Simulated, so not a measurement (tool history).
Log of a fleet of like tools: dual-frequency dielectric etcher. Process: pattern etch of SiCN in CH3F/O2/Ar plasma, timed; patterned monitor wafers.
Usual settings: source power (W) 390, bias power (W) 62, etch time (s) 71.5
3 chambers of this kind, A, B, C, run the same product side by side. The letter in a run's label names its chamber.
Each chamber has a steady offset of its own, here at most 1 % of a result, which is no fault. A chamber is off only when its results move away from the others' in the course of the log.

run,hour,source power (W),bias power (W),etch time (s),"read-back reference wafer on the same gauge, depth_nm",mean etch depth across the wafer (nm)
1B,4.9,390,62,71.5,27.799,25.099
2A,9.2,390,62,71.5,27.786,25.361
3C,11.9,390,62,71.5,27.785,25.363
4C,15.3,390,62,71.5,27.782,25.340
5A,19.4,390,62,71.5,27.781,25.411
6B,24.0,390,62,71.5,27.765,25.128
7A,27.7,460,62,71.5,27.754,27.059
8B,32.9,460,62,71.5,27.754,26.697
9C,37.3,460,62,71.5,27.746,26.939
10A,42.2,390,62,71.5,27.737,25.352
11C,47.4,390,62,71.5,27.735,25.264
12B,51.6,390,62,71.5,27.727,25.090
13A,56.2,390,62,71.5,27.728,25.329
14C,61.2,390,62,78.0,27.720,27.520
15B,64.7,390,62,78.0,27.708,27.266
16C,68.4,390,62,78.0,27.708,27.544
17B,73.4,390,62,71.5,27.695,25.061
18A,78.4,390,62,71.5,27.694,25.303
19C,81.9,390,62,71.5,27.695,25.236
20A,85.2,390,62,71.5,27.677,25.253
21B,87.9,390,62,71.5,27.672,24.989
22A,90.8,390,62,71.5,27.675,25.268
23C,94.1,390,62,71.5,27.673,25.207
24B,98.6,390,62,58.5,27.663,20.521
25A,102.4,390,62,58.5,27.660,20.715
26C,105.6,390,62,58.5,27.654,20.622
27B,108.6,390,62,71.5,27.663,24.953
28A,112.7,390,62,71.5,27.645,25.262
29C,117.5,390,62,71.5,27.639,25.124
30B,120.1,390,62,71.5,27.641,25.071
31A,123.6,450,62,58.0,27.622,21.629

All 3 chambers run these settings next. Forecast each chamber's results:
32A,127.4,390,62,71.5,,?
32B,127.4,390,62,71.5,,?
32C,127.4,390,62,71.5,,?

run,mean etch depth across the wafer (nm)
32A,25.202
32B,24.991
32C,25.127
